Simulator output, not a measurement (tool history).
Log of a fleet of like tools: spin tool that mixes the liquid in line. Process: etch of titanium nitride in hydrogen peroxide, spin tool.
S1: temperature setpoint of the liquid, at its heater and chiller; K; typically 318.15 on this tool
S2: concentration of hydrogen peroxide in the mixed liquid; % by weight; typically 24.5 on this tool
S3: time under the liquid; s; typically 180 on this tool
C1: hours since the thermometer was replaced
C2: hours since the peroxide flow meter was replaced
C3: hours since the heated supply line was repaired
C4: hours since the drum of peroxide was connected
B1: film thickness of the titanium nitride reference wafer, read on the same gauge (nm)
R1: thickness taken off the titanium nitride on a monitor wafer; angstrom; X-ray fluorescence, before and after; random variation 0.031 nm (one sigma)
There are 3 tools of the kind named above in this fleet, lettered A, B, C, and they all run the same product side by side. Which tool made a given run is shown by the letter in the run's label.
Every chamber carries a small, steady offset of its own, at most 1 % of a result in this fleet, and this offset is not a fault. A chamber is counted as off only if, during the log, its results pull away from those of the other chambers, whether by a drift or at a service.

run 1A hour=4.4 | S1=318.15 S2=24.5 S3=180 | C1=771.1 C2=125.5 C3=1706.8 C4=204.5 | B1=60 | R1=39.166
run 2C hour=10.1 | S1=318.15 S2=24.5 S3=180 | C1=258.6 C2=692 C3=958.5 C4=918.7 | B1=60.007 | R1=39.382
run 3B hour=16 | S1=318.15 S2=24.5 S3=180 | C1=183.5 C2=339.7 C3=603.4 C4=96.6 | B1=59.996 | R1=38.967
run 4B hour=22.4 | S1=318.15 S2=24.5 S3=180 | C1=189.9 C2=346.1 C3=609.8 C4=103 | B1=60.035 | R1=39.752
run 5A hour=28.7 | S1=318.15 S2=24.5 S3=180 | C1=795.4 C2=149.8 C3=1731.1 C4=228.8 | B1=60.006 | R1=39.079
run 6C hour=34.6 | S1=318.15 S2=24.5 S3=180 | C1=283.1 C2=716.5 C3=983 C4=943.2 | B1=60.004 | R1=39.118
-- hour=38.6 chamber C: peroxide flow meter replaced
run 7A hour=39.2 | S1=318.15 S2=24.5 S3=180 | C1=805.9 C2=160.3 C3=1741.6 C4=239.3 | B1=60.021 | R1=39.184
run 8C hour=44.5 | S1=318.15 S2=24.5 S3=180 | C1=293 C2=6 C3=992.9 C4=953.1 | B1=60.027 | R1=39.254
run 9B hour=51.3 | S1=318.15 S2=24.5 S3=180 | C1=218.8 C2=375 C3=638.7 C4=131.9 | B1=60.031 | R1=38.707
run 10C hour=56.5 | S1=318.15 S2=24.5 S3=180 | C1=305 C2=18 C3=1004.9 C4=965.1 | B1=59.998 | R1=39.692
run 11B hour=62.5 | S1=318.15 S2=24.5 S3=180 | C1=230 C2=386.2 C3=649.9 C4=143.1 | B1=60.014 | R1=39.3
run 12A hour=68.5 | S1=318.15 S2=24.5 S3=180 | C1=835.2 C2=189.6 C3=1770.9 C4=268.6 | B1=60.009 | R1=38.568
run 13C hour=72.9 | S1=308.65 S2=24.5 S3=180 | C1=321.4 C2=34.4 C3=1021.3 C4=981.5 | B1=60.006 | R1=18.246
run 14B hour=79 | S1=308.65 S2=24.5 S3=180 | C1=246.5 C2=402.7 C3=666.4 C4=159.6 | B1=60 | R1=18.982
run 15A hour=84 | S1=308.65 S2=24.5 S3=180 | C1=850.7 C2=205.1 C3=1786.4 C4=284.1 | B1=60.021 | R1=18.905
run 16A hour=89.3 | S1=318.15 S2=24.5 S3=180 | C1=856 C2=210.4 C3=1791.7 C4=289.4 | B1=60.012 | R1=39.373
run 17B hour=94.9 | S1=318.15 S2=24.5 S3=180 | C1=262.4 C2=418.6 C3=682.3 C4=175.5 | B1=60.024 | R1=38.638
run 18C hour=98.3 | S1=318.15 S2=24.5 S3=180 | C1=346.8 C2=59.8 C3=1046.7 C4=1006.9 | B1=60.017 | R1=37.445
run 19B hour=103.9 | S1=318.15 S2=19.5 S3=180 | C1=271.4 C2=427.6 C3=691.3 C4=184.5 | B1=59.982 | R1=36.691
run 20A hour=108.3 | S1=318.15 S2=19.5 S3=180 | C1=875 C2=229.4 C3=1810.7 C4=308.4 | B1=59.987 | R1=36.917
run 21C hour=111.9 | S1=318.15 S2=19.5 S3=180 | C1=360.4 C2=73.4 C3=1060.3 C4=1020.5 | B1=60.019 | R1=35.505
run 22C hour=119.3 | S1=318.15 S2=24.5 S3=180 | C1=367.8 C2=80.8 C3=1067.7 C4=1027.9 | B1=60.023 | R1=37.007
run 23A hour=126.2 | S1=318.15 S2=24.5 S3=180 | C1=892.9 C2=247.3 C3=1828.6 C4=326.3 | B1=59.961 | R1=38.953
run 24B hour=131.9 | S1=318.15 S2=24.5 S3=180 | C1=299.4 C2=455.6 C3=719.3 C4=212.5 | B1=60.02 | R1=39.251
run 25A hour=136.8 | S1=318.15 S2=24.5 S3=180 | C1=903.5 C2=257.9 C3=1839.2 C4=336.9 | B1=60.019 | R1=39.043
run 26C hour=144.2 | S1=318.15 S2=24.5 S3=225 | C1=392.7 C2=105.7 C3=1092.6 C4=1052.8 | B1=60.003 | R1=44.834
run 27B hour=151.8 | S1=318.15 S2=24.5 S3=225 | C1=319.3 C2=475.5 C3=739.2 C4=232.4 | B1=60.017 | R1=48.671
run 28A hour=155.7 | S1=318.15 S2=24.5 S3=225 | C1=922.4 C2=276.8 C3=1858.1 C4=355.8 | B1=60.004 | R1=48.456
run 29C hour=162.6 | S1=318.15 S2=24.5 S3=180 | C1=411.1 C2=124.1 C3=1111 C4=1071.2 | B1=60.024 | R1=35.245

The same settings go to every chamber for the next run, one line per chamber below. Forecast the results for each:
run 30A hour=168.1 | S1=313.65 S2=24.5 S3=180 | R1=?
run 30B hour=168.1 | S1=313.65 S2=24.5 S3=180 | R1=?
run 30C hour=168.1 | S1=313.65 S2=24.5 S3=180 | R1=?

run=30A R1=27.743
run=30B R1=27.648
run=30C R1=24.503

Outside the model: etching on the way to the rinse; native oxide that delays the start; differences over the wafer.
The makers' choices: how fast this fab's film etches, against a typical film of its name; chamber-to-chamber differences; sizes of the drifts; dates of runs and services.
